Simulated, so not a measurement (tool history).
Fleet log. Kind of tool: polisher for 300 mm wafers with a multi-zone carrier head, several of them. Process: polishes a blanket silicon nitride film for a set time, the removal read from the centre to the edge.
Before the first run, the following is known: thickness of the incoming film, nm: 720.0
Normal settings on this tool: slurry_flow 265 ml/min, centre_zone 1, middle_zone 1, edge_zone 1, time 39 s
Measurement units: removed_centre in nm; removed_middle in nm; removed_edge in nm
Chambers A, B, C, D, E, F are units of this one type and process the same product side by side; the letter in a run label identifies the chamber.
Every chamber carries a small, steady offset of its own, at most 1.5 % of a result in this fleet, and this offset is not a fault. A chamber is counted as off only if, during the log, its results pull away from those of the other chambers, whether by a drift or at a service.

run,day,slurry_flow,centre_zone,middle_zone,edge_zone,time,removed_centre,removed_middle,removed_edge
# day 0.108: chamber F: edge zone pressure recalibrated
# day 0.154: chamber A: worn pad replaced by a new one
1D,0.412,265,1,1,1,39,126.11,123.53,123.85
# day 0.675: chamber E: worn pad replaced by a new one
# day 0.683: chamber D: slurry nozzle cleaned
2A,0.925,265,1,1,1,39,123.89,125.17,126.59
3B,1.196,265,1,1,1,39,125.37,124.9,124.85
4F,1.521,265,1,1,1,39,125.41,123.72,125.2
5E,1.867,265,1,1,1,39,124.9,125.57,125.52
6C,2.312,265,1,1,1,39,123.4,125.45,125.08
7E,2.904,265,1,1,1,39,124.06,125.25,127.67
8D,3.238,265,1,1,1,39,124.4,124.82,123.16
9C,3.679,265,1,1,1,39,126.12,125.79,126.82
# day 3.779: chamber A: edge zone pressure recalibrated
# day 4.242: chamber C: worn pad replaced by a new one
10B,4.254,265,1,1,1,39,124.51,125.92,125.96
# day 4.392: chamber E: worn pad replaced by a new one
# day 4.508: chamber F: worn pad replaced by a new one
11F,4.692,265,1,1,1,39,125.76,125.84,127.64
12A,5.071,265,1,1,1,39,123.1,127.64,126.58
# day 5.204: chamber D: edge zone pressure recalibrated
13E,5.429,265,1,1,1,39,125.32,124.14,126.02
# day 5.596: chamber B: slurry nozzle cleaned
# day 5.829: chamber B: worn pad replaced by a new one
14F,5.971,265,1,1,1,39,124.83,125.09,126.22
# day 6.225: chamber A: worn pad replaced by a new one
15A,6.233,265,1,1,1,39,124.33,125.72,127.2
# day 6.262: chamber F: slurry nozzle cleaned
# day 6.338: chamber D: worn pad replaced by a new one
16D,6.817,265,1,1,1,39,125.35,123.06,123.61
# day 6.958: chamber C: slurry nozzle cleaned
17B,7.317,265,1,1,1,39,126.03,126.67,124.1
# day 7.421: chamber E: edge zone pressure recalibrated
18C,7.675,265,1,1,1,39,123.31,126.24,124.01
19C,8.021,265,1,1,1,39,124.63,125.15,125.76
# day 8.167: chamber A: centre zone pressure recalibrated
# day 8.246: chamber E: worn pad replaced by a new one
20F,8.329,265,1,1,1,39,126.14,124.54,127.17
# day 8.8: chamber C: worn pad replaced by a new one
21D,8.812,265,1,0.93,1.1,39,124.59,116.76,131.14
# day 9.275: chamber F: centre zone pressure recalibrated
22B,9.383,265,1,0.93,1.1,39,124.39,119.02,131.25
# day 9.425: chamber D: centre zone pressure recalibrated
23E,9.683,265,1,0.93,1.1,39,125.09,118.21,133.53
24A,10.125,265,1,0.93,1.1,39,122.47,117.94,134.44
# day 10.267: chamber D: slurry nozzle cleaned
25C,10.388,265,1,0.93,1.1,39,123.35,115.61,130.9
# day 10.7: chamber A: slurry nozzle cleaned
26F,10.954,265,1,0.93,1.1,39,117.43,115.67,131.96
# day 11.304: chamber F: edge zone pressure recalibrated
# day 11.358: chamber C: centre zone pressure recalibrated
27E,11.442,265,1,1,1,39,124.97,126.06,125.3
28B,11.8,220,1,0.95,1,39,121.47,119.05,122.38
# day 11.883: chamber F: worn pad replaced by a new one
# day 11.892: chamber E: worn pad replaced by a new one
29A,12.254,220,1,0.95,1,39,122.21,117.05,125.82
# day 12.321: chamber E: slurry nozzle cleaned
30D,12.683,220,1,0.95,1,39,122.5,119.23,122.41
# day 12.75: chamber D: worn pad replaced by a new one
31B,13.221,220,1,0.95,1,39,121.44,117.06,123.05
32E,13.508,220,1,0.95,1,39,122.44,117.93,122.94
33D,13.967,220,1,0.95,1,39,121.35,117.03,121.54
# day 14.125: chamber C: worn pad replaced by a new one
# day 14.2: chamber A: worn pad replaced by a new one
34A,14.246,265,1,1,1,39,124.44,124.98,126.92
35F,14.742,265,1,1,1,39,117.27,126.23,125.62
36C,15.108,265,1,1,1,39,123.22,125.52,124.61
37A,15.579,265,1,1,1,39,124.9,123.81,127.86
# day 15.729: chamber E: worn pad replaced by a new one
38D,15.954,265,1,1,1,39,125.69,126.28,124.54
39E,16.479,265,1,1,1,39,126.08,127.87,125.79
40F,16.833,265,1,1,1,39,118.43,121.06,126.71
41C,17.258,265,1,1,1,39,124.62,122.23,125.73

All 6 chambers run these settings next. Forecast each chamber's results:
42A,17.683,265,1,1,1,39,?,?,?
42B,17.683,265,1,1,1,39,?,?,?
42C,17.683,265,1,1,1,39,?,?,?
42D,17.683,265,1,1,1,39,?,?,?
42E,17.683,265,1,1,1,39,?,?,?
42F,17.683,265,1,1,1,39,?,?,?

run,removed_centre,removed_middle,removed_edge
42A,124.18,126.37,128.7
42B,125.19,124.92,124.37
42C,125.03,125.51,125.08
42D,125.82,125.99,124.03
42E,126.6,124.29,124.94
42F,117.84,125.53,125.4

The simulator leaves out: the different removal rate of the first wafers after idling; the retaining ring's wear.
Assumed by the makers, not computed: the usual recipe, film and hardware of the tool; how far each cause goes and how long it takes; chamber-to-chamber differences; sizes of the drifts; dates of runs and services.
